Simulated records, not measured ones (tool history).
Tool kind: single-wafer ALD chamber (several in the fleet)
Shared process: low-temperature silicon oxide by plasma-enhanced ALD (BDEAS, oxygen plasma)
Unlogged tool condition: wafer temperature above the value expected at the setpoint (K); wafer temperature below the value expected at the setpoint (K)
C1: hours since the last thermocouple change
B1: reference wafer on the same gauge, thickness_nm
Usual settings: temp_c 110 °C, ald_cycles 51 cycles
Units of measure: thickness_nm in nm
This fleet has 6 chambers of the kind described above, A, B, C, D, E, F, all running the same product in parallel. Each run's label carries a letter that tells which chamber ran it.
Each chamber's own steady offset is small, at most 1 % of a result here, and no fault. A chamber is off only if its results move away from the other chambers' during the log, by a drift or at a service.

{"run": "1B", "day": 0.292, "temp_c": 110, "ald_cycles": 51, "C1": 1817.5, "B1": 7.5288, "thickness_nm": 7.1796}
{"run": "2C", "day": 0.738, "temp_c": 110, "ald_cycles": 51, "C1": 2591.3, "B1": 7.5271, "thickness_nm": 7.1148}
{"run": "3D", "day": 1.075, "temp_c": 110, "ald_cycles": 51, "C1": 498.4, "B1": 7.5277, "thickness_nm": 7.1854}
{"run": "4F", "day": 1.35, "temp_c": 110, "ald_cycles": 51, "C1": 1141.8, "B1": 7.5246, "thickness_nm": 7.1465}
{"run": "5A", "day": 1.717, "temp_c": 110, "ald_cycles": 51, "C1": 2235.9, "B1": 7.5208, "thickness_nm": 7.1906}
{"run": "6E", "day": 2.096, "temp_c": 110, "ald_cycles": 51, "C1": 996.6, "B1": 7.5222, "thickness_nm": 7.1158}
{"run": "7D", "day": 2.542, "temp_c": 123, "ald_cycles": 51, "C1": 533.6, "B1": 7.5215, "thickness_nm": 7.0183}
{"run": "8F", "day": 2.933, "temp_c": 123, "ald_cycles": 51, "C1": 1179.8, "B1": 7.5215, "thickness_nm": 6.9642}
{"run": "9E", "day": 3.367, "temp_c": 123, "ald_cycles": 51, "C1": 1027.1, "B1": 7.5158, "thickness_nm": 6.9376}
{"run": "10C", "day": 3.775, "temp_c": 123, "ald_cycles": 51, "C1": 2664.2, "B1": 7.5161, "thickness_nm": 6.9417}
{"run": "11A", "day": 4.225, "temp_c": 123, "ald_cycles": 51, "C1": 2296.1, "B1": 7.5115, "thickness_nm": 7.0158}
{"run": "12B", "day": 4.492, "temp_c": 123, "ald_cycles": 51, "C1": 1918.3, "B1": 7.5113, "thickness_nm": 7.0269}
{"run": "13B", "day": 4.733, "temp_c": 110, "ald_cycles": 51, "C1": 1924.1, "B1": 7.5131, "thickness_nm": 7.1786}
{"run": "14A", "day": 5.146, "temp_c": 110, "ald_cycles": 59, "C1": 2318.2, "B1": 7.514, "thickness_nm": 8.2972}
{"run": "15E", "day": 5.471, "temp_c": 110, "ald_cycles": 59, "C1": 1077.6, "B1": 7.5072, "thickness_nm": 8.2117}
{"run": "16D", "day": 5.808, "temp_c": 110, "ald_cycles": 59, "C1": 612, "B1": 7.5105, "thickness_nm": 8.2717}
{"run": "17F", "day": 6.004, "temp_c": 110, "ald_cycles": 59, "C1": 1253.5, "B1": 7.504, "thickness_nm": 8.2502}
{"run": "18C", "day": 6.229, "temp_c": 110, "ald_cycles": 59, "C1": 2723.1, "B1": 7.5044, "thickness_nm": 8.229}
{"run": "19D", "day": 6.483, "temp_c": 110, "ald_cycles": 59, "C1": 628.2, "B1": 7.5105, "thickness_nm": 8.2919}
{"run": "20A", "day": 6.7, "temp_c": 110, "ald_cycles": 51, "C1": 2355.5, "B1": 7.5062, "thickness_nm": 7.1832}
{"run": "21C", "day": 7.142, "temp_c": 110, "ald_cycles": 51, "C1": 2745, "B1": 7.5039, "thickness_nm": 7.0907}
{"run": "22E", "day": 7.379, "temp_c": 110, "ald_cycles": 51, "C1": 1123.4, "B1": 7.5031, "thickness_nm": 7.0873}
{"run": "23F", "day": 7.775, "temp_c": 110, "ald_cycles": 51, "C1": 1296, "B1": 7.5004, "thickness_nm": 7.1251}
{"run": "24B", "day": 7.975, "temp_c": 110, "ald_cycles": 51, "C1": 2001.9, "B1": 7.4974, "thickness_nm": 7.2025}
{"day": 7.979, "done": "chamber C: thermocouple changed; heater temperature recalibrated"}
{"run": "25B", "day": 8.242, "temp_c": 110, "ald_cycles": 51, "C1": 2008.3, "B1": 7.4995, "thickness_nm": 7.1761}
{"run": "26A", "day": 8.575, "temp_c": 102, "ald_cycles": 44, "C1": 2400.5, "B1": 7.496, "thickness_nm": 6.2684}
{"run": "27D", "day": 8.921, "temp_c": 102, "ald_cycles": 44, "C1": 686.7, "B1": 7.4954, "thickness_nm": 6.2471}
{"run": "28F", "day": 9.162, "temp_c": 102, "ald_cycles": 44, "C1": 1329.3, "B1": 7.4941, "thickness_nm": 6.2246}
{"run": "29E", "day": 9.458, "temp_c": 102, "ald_cycles": 44, "C1": 1173.3, "B1": 7.4926, "thickness_nm": 6.2008}
{"run": "30C", "day": 9.733, "temp_c": 102, "ald_cycles": 44, "C1": 42.1, "B1": 7.4945, "thickness_nm": 6.2084}
{"run": "31D", "day": 10.033, "temp_c": 102, "ald_cycles": 44, "C1": 713.4, "B1": 7.4944, "thickness_nm": 6.2675}
{"run": "32E", "day": 10.25, "temp_c": 110, "ald_cycles": 51, "C1": 1192.3, "B1": 7.4914, "thickness_nm": 7.1044}
{"run": "33C", "day": 10.517, "temp_c": 110, "ald_cycles": 51, "C1": 60.9, "B1": 7.4932, "thickness_nm": 7.0793}
{"run": "34B", "day": 10.717, "temp_c": 110, "ald_cycles": 51, "C1": 2067.7, "B1": 7.4905, "thickness_nm": 7.1463}
{"run": "35F", "day": 11.012, "temp_c": 110, "ald_cycles": 51, "C1": 1373.7, "B1": 7.4898, "thickness_nm": 7.1187}
{"run": "36A", "day": 11.458, "temp_c": 110, "ald_cycles": 51, "C1": 2469.7, "B1": 7.4885, "thickness_nm": 7.1708}
{"run": "37D", "day": 11.833, "temp_c": 110, "ald_cycles": 51, "C1": 756.6, "B1": 7.4854, "thickness_nm": 7.1413}

All 6 chambers run these settings next. Forecast each chamber's results:
{"run": "38A", "day": 12.158, "temp_c": 110, "ald_cycles": 51, "thickness_nm": "?"}
{"run": "38B", "day": 12.158, "temp_c": 110, "ald_cycles": 51, "thickness_nm": "?"}
{"run": "38C", "day": 12.158, "temp_c": 110, "ald_cycles": 51, "thickness_nm": "?"}
{"run": "38D", "day": 12.158, "temp_c": 110, "ald_cycles": 51, "thickness_nm": "?"}
{"run": "38E", "day": 12.158, "temp_c": 110, "ald_cycles": 51, "thickness_nm": "?"}
{"run": "38F", "day": 12.158, "temp_c": 110, "ald_cycles": 51, "thickness_nm": "?"}

run=38A thickness_nm=7.1558
run=38B thickness_nm=7.178
run=38C thickness_nm=7.0848
run=38D thickness_nm=7.131
run=38E thickness_nm=7.0718
run=38F thickness_nm=7.1146

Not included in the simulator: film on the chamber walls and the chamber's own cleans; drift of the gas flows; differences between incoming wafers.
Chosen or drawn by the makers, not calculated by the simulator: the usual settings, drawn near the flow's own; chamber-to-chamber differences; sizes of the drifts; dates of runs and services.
